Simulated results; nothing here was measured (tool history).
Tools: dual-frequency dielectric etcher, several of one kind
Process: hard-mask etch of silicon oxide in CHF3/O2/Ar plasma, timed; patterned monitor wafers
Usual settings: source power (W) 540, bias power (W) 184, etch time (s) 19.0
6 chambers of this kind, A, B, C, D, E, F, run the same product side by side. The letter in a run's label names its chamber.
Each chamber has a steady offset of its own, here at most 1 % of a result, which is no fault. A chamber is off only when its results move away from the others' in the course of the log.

run   hour  source power (W)  bias power (W)  etch time (s)  hours since the last wet clean  hours since the last source power generator calibration  hours since the last bias power generator calibration  read-back reference wafer on the same gauge, depth_nm  mean etch depth across the wafer (angstrom)
 1D    3.2               540             184           19.0                           423.2                                                    799.1                                                 1590.4                                                 31.177                                       363.45
 2A    6.5               540             184           19.0                           220.4                                                   3034.3                                                 1855.8                                                 31.178                                       361.86
 3F   12.1               540             184           19.0                           441.7                                                   2711.3                                                 2819.3                                                 31.210                                       361.47
 4E   17.1               540             184           19.0                           116.3                                                   3707.8                                                 1920.9                                                 31.202                                       365.04
      17.6  -- chamber F: wet clean of the chamber
 5B   20.1               540             184           19.0                           413.0                                                   1655.7                                                 2029.2                                                 31.204                                       362.94
 6C   24.0               540             184           19.0                           470.0                                                    991.4                                                  161.5                                                 31.195                                       364.76
      28.6  -- chamber B: bias power generator calibrated
 7B   29.6               540             184           19.0                           422.5                                                   1665.2                                                    1.0                                                 31.183                                       363.87
 8A   35.8               540             184           19.0                           249.7                                                   3063.6                                                 1885.1                                                 31.199                                       360.57
 9E   39.8               540             184           19.0                           139.0                                                   3730.5                                                 1943.6                                                 31.207                                       364.23
10C   44.5               540             184           19.0                           490.5                                                   1011.9                                                  182.0                                                 31.202                                       366.42
11D   49.9               540             184           19.0                           469.9                                                    845.8                                                 1637.1                                                 31.213                                       364.63
      52.1  -- chamber C: wet clean of the chamber
12F   54.3               540             184           19.0                            36.7                                                   2753.5                                                 2861.5                                                 31.192                                       362.75
13F   57.6               540             184           19.0                            40.0                                                   2756.8                                                 2864.8                                                 31.186                                       363.22
14A   60.8               540             184           19.0                           274.7                                                   3088.6                                                 1910.1                                                 31.178                                       361.40
15C   64.5               540             184           19.0                            12.5                                                   1031.9                                                  202.0                                                 31.209                                       365.69
16D   68.4               540             184           19.0                           488.4                                                    864.3                                                 1655.6                                                 31.223                                       367.21
17E   71.1               540             184           19.0                           170.3                                                   3761.8                                                 1974.9                                                 31.200                                       365.32
18B   74.9               540             184           19.0                           467.8                                                   1710.5                                                   46.3                                                 31.215                                       361.47
19A   78.3               480             184           19.0                           292.2                                                   3106.1                                                 1927.6                                                 31.206                                       345.37
20B   82.5               480             184           19.0                           475.4                                                   1718.1                                                   53.9                                                 31.171                                       348.47
21C   88.0               480             184           19.0                            36.0                                                   1055.4                                                  225.5                                                 31.207                                       351.03
22D   92.9               480             184           19.0                           512.9                                                    888.8                                                 1680.1                                                 31.189                                       353.64
23F   96.6               480             184           19.0                            79.0                                                   2795.8                                                 2903.8                                                 31.182                                       346.93
24E  101.7               480             184           19.0                           200.9                                                   3792.4                                                 2005.5                                                 31.209                                       347.00
25F  104.6               540             184           19.0                            87.0                                                   2803.8                                                 2911.8                                                 31.183                                       362.38
26B  108.3               540             184           19.0                           501.2                                                   1743.9                                                   79.7                                                 31.220                                       365.20
27C  112.7               540             184           22.5                            60.7                                                   1080.1                                                  250.2                                                 31.217                                       436.63
28D  116.4               540             184           22.5                           536.4                                                    912.3                                                 1703.6                                                 31.207                                       441.73
29E  120.4               540             184           22.5                           219.6                                                   3811.1                                                 2024.2                                                 31.176                                       426.84
30A  124.6               540             184           22.5                           338.5                                                   3152.4                                                 1973.9                                                 31.228                                       427.98
31A  130.4               540             184           22.5                           344.3                                                   3158.2                                                 1979.7                                                 31.182                                       427.47
     131.9  -- chamber E: source power generator calibrated
32F  136.1               540             184           22.5                           118.5                                                   2835.3                                                 2943.3                                                 31.229                                       428.02
33D  139.2               540             184           19.0                           559.2                                                    935.1                                                 1726.4                                                 31.228                                       373.39
34E  145.4               470             150           19.0                           244.6                                                     13.6                                                 2049.2                                                 31.213                                       323.16
35C  151.6               470             150           19.0                            99.6                                                   1119.0                                                  289.1                                                 31.212                                       326.36
36B  154.4               470             150           19.0                           547.3                                                   1790.0                                                  125.8                                                 31.187                                       322.65
37F  157.2               470             150           19.0                           139.6                                                   2856.4                                                 2964.4                                                 31.187                                       319.75
38E  160.7               470             150           19.0                           259.9                                                     28.9                                                 2064.5                                                 31.200                                       324.44
39A  165.3               470             150           19.0                           379.2                                                   3193.1                                                 2014.6                                                 31.195                                       319.65
40B  169.6               540             184           19.0                           562.5                                                   1805.2                                                  141.0                                                 31.214                                       363.07
41C  174.3               540             228           20.5                           122.3                                                   1141.7                                                  311.8                                                 31.225                                       424.51

Is one chamber off against the others, does the gauge drift, or is nothing wrong? If a chamber is off, say which, and what the likeliest cause is.

Chamber D drifts away from the others.
Cause: etch rate over this chamber's usual, % = 3.88.

Here are 4 candidates for chamber D's next run, each the usual settings with a change, their results left as question marks. Which one brings its results back in line with what the others give on the usual settings?
In line means no further than this from the other chambers' mean on the usual settings: mean etch depth across the wafer (angstrom) 4.70
42D-1  178.8               540             204           19.0                                                                                                                                                                                                                                                   ?
42D-2  178.8               490             184           19.0                                                                                                                                                                                                                                                   ?
42D-3  178.8               450             184           19.0                                                                                                                                                                                                                                                   ?
42D-4  178.8               550             187           20.0                                                                                                                                                                                                                                                   ?

The other chambers' mean on the usual settings: mean etch depth across the wafer (angstrom) 363.56
  run  mean etch depth across the wafer (angstrom)
42D-1                                       390.48
42D-2                                       363.40
42D-3                                       352.03
42D-4                                       401.66
42D-2 brings the chamber back in line.
